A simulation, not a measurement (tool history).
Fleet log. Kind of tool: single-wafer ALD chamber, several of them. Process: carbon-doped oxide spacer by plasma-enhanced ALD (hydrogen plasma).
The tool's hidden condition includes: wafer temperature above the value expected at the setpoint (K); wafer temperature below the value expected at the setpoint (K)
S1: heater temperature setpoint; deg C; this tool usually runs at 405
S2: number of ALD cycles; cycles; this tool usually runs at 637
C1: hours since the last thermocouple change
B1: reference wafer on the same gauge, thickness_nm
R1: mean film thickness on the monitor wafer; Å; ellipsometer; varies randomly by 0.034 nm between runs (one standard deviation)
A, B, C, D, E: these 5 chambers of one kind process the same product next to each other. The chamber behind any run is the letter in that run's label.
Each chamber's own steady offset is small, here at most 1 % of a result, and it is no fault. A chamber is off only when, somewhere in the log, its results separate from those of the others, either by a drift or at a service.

run 1D hour=8.9 | S1=405 S2=637 | C1=771.6 | B1=36.411 | R1=316.19
run 2C hour=17.1 | S1=405 S2=637 | C1=414 | B1=36.408 | R1=316.72
run 3E hour=30.5 | S1=405 S2=637 | C1=798.1 | B1=36.414 | R1=315.14
run 4B hour=44.8 | S1=405 S2=637 | C1=2122.8 | B1=36.414 | R1=313.51
run 5A hour=53.9 | S1=399 S2=727 | C1=742.7 | B1=36.415 | R1=362.61
run 6D hour=60.2 | S1=399 S2=727 | C1=822.9 | B1=36.426 | R1=366.34
run 7C hour=67.4 | S1=399 S2=727 | C1=464.3 | B1=36.424 | R1=367.71
run 8B hour=74.5 | S1=399 S2=727 | C1=2152.5 | B1=36.434 | R1=363.11
run 9A hour=87 | S1=399 S2=727 | C1=775.8 | B1=36.436 | R1=363.14
run 10E hour=95.2 | S1=405 S2=637 | C1=862.8 | B1=36.445 | R1=315.28
run 11E hour=104.1 | S1=405 S2=637 | C1=871.7 | B1=36.44 | R1=315.99
run 12C hour=115.1 | S1=405 S2=637 | C1=512 | B1=36.437 | R1=316.38
run 13B hour=129.3 | S1=405 S2=637 | C1=2207.3 | B1=36.451 | R1=314.09
run 14A hour=141.5 | S1=405 S2=637 | C1=830.3 | B1=36.451 | R1=312.72
-- hour=155 chamber B: thermocouple changed; heater temperature recalibrated
run 15D hour=155 | S1=390 S2=553 | C1=917.7 | B1=36.475 | R1=279.16
run 16A hour=169.3 | S1=390 S2=553 | C1=858.1 | B1=36.468 | R1=276.47
run 17B hour=181.1 | S1=390 S2=553 | C1=26.1 | B1=36.473 | R1=276.62
run 18D hour=193.2 | S1=390 S2=553 | C1=955.9 | B1=36.474 | R1=279.11
run 19E hour=202.2 | S1=390 S2=553 | C1=969.8 | B1=36.485 | R1=277.99
run 20C hour=209 | S1=405 S2=637 | C1=605.9 | B1=36.487 | R1=317.47
run 21A hour=218.8 | S1=405 S2=637 | C1=907.6 | B1=36.49 | R1=313.72
run 22D hour=228.4 | S1=413 S2=563 | C1=991.1 | B1=36.491 | R1=272.87
run 23C hour=235.3 | S1=413 S2=563 | C1=632.2 | B1=36.498 | R1=273.89
run 24E hour=249.5 | S1=413 S2=563 | C1=1017.1 | B1=36.494 | R1=271.99
run 25B hour=259.3 | S1=413 S2=563 | C1=104.3 | B1=36.507 | R1=270.31
run 26D hour=266.8 | S1=413 S2=563 | C1=1029.5 | B1=36.511 | R1=273.16
run 27A hour=275.2 | S1=393 S2=758 | C1=964 | B1=36.511 | R1=379.41
run 28C hour=284.8 | S1=393 S2=758 | C1=681.7 | B1=36.514 | R1=383.84
run 29E hour=293.7 | S1=393 S2=758 | C1=1061.3 | B1=36.509 | R1=382.21
run 30B hour=307.6 | S1=393 S2=758 | C1=152.6 | B1=36.522 | R1=379.36
run 31D hour=321.2 | S1=393 S2=758 | C1=1083.9 | B1=36.523 | R1=383.24
run 32B hour=328.7 | S1=405 S2=737 | C1=173.7 | B1=36.534 | R1=363.25
run 33C hour=335.9 | S1=405 S2=737 | C1=732.8 | B1=36.535 | R1=367.3
run 34E hour=348.7 | S1=405 S2=737 | C1=1116.3 | B1=36.539 | R1=365.48
run 35A hour=360.5 | S1=405 S2=737 | C1=1049.3 | B1=36.546 | R1=363.3
run 36E hour=368.4 | S1=405 S2=737 | C1=1136 | B1=36.549 | R1=366.11
-- hour=373.4 chamber A: thermocouple changed; heater temperature recalibrated
run 37A hour=378.4 | S1=405 S2=637 | C1=5 | B1=36.553 | R1=314.37
run 38C hour=390.1 | S1=405 S2=637 | C1=787 | B1=36.56 | R1=318.04

The same settings go to every chamber for the next run, one line per chamber below. Forecast the results for each:
run 39A hour=400.3 | S1=405 S2=637 | R1=?
run 39B hour=400.3 | S1=405 S2=637 | R1=?
run 39C hour=400.3 | S1=405 S2=637 | R1=?
run 39D hour=400.3 | S1=405 S2=637 | R1=?
run 39E hour=400.3 | S1=405 S2=637 | R1=?

run=39A R1=314.87
run=39B R1=313.99
run=39C R1=318.42
run=39D R1=316.6
run=39E R1=316.68
